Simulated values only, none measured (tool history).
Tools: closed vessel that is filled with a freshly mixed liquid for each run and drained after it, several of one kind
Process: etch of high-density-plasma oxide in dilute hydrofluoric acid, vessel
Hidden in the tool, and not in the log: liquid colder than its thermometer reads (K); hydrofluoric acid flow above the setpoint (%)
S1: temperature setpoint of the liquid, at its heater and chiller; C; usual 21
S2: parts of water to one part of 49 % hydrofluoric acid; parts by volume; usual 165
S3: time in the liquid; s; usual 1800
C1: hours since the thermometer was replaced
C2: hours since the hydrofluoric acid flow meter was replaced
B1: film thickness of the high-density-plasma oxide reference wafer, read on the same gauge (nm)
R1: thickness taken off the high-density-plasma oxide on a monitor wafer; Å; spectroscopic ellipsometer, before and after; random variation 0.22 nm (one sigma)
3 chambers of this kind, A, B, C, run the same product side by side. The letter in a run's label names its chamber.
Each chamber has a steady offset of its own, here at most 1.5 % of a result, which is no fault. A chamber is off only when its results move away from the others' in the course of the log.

run    day  S1   S2    S3      C1      C2      B1      R1
 1C  0.162  21  165  1800   895.6    65.8  80.008  458.77
 2A  0.362  21  165  1800  1650.9    1132  80.001  464.85
 3B  0.512  21  165  1800   308.4  1433.8  79.977  465.86
 4B  0.762  21  165  1800   314.4  1439.8  80.007  462.99
 5C  0.925  21  165  1800   913.9    84.1  80.004  455.88
 6A  1.208  21  240  1800  1671.2  1152.3  79.999  295.64
 7C  1.467  21  240  1800   926.9    97.1  80.018  290.07
 8A  1.733  21  240  1800  1683.8  1164.9  79.999  293.11
 9B   2.05  21  165  1800   345.3  1470.7  79.998  463.08
10C  2.208  21  165  1800   944.7   114.9  79.974  457.36
11A    2.5  21  130  2635  1702.2  1183.3  79.993  897.88
12B  2.788  21  130  2635     363  1488.4  80.016  899.96
13A  3.046  21  130  2635  1715.3  1196.4  80.016  896.85
14C  3.262  21  165  1800     970   140.2  80.008  458.95
15B  3.562  21  165  1800   381.6    1507  79.994  469.07
16A  3.767  21  165  1800  1732.6  1213.7  79.995  459.24
17B  3.971  21  165  1800   391.4  1516.8  80.003  465.57
18C  4.121  21  165  1800   990.6   160.8  80.007  457.72
19A  4.429  21  165  1800  1748.5  1229.6  79.994  466.17
20C  4.654  21  195  2760  1003.4   173.6   80.01  578.43
21B    4.9  21  195  2760   413.7  1539.1  79.998  589.09
22A  5.054  21  195  2760  1763.5  1244.6  80.022  583.04
23C  5.271  21  165  1800  1018.2   188.4  80.002   457.5
24B  5.608  21  165  1800   430.7  1556.1  80.007  469.47
25A  5.792  21  165  2345  1781.2  1262.3  80.005  612.93
26C  6.062  21  165  2345  1037.2   207.4  79.994  593.73
27B  6.396  21  165  2345   449.6    1575  79.986   610.8
28C  6.733  21  165  1800  1053.3   223.5  80.013  456.73
29A  7.017  21  165  1800  1810.6  1291.7  79.998  476.47
30B  7.333  21  165  1800   472.1  1597.5  80.004  462.26
31A  7.508  21  165  1800  1822.4  1303.5  80.011   479.8
32C  7.688  21  165  1800  1076.2   246.4  80.001  460.89
33B  7.996  21  165  1800     488  1613.4      80  467.48
34B  8.146  21  165  1800   491.6    1617  79.983  464.36
35A  8.396  21  165  1800  1843.7  1324.8  79.995  486.74
36C  8.567  21  165  1800  1097.3   267.5  79.994  460.72
37C  8.838  21  165  1800  1103.8     274  80.013  454.44

Is one chamber off against the others, does the gauge drift, or is nothing wrong? If a chamber is off, say which, and what the likeliest cause is.

Chamber A drifts away from the others.
Cause: hydrofluoric acid flow above the setpoint (%) = 4.6.
The log may not tell that from: liquid hotter than its thermometer reads (K).

Here are 4 candidates for chamber A's next run, each the usual settings with a change, their results left as question marks. Which one brings its results back in line with what the others give on the usual settings?
In line means no further than this from the other chambers' mean on the usual settings: R1 7.9 Å
38A-1  9.079    21  160  1880               ?
38A-2  9.079  22.5  165  1800               ?
38A-3  9.079  20.5  175  1800               ?
38A-4  9.079  19.5  165  1800               ?

The other chambers' mean on the usual settings: R1 461.99 Å
  run      R1
38A-1  527.58
38A-2  516.73
38A-3  445.86
38A-4  459.03
38A-4 brings the chamber back in line.
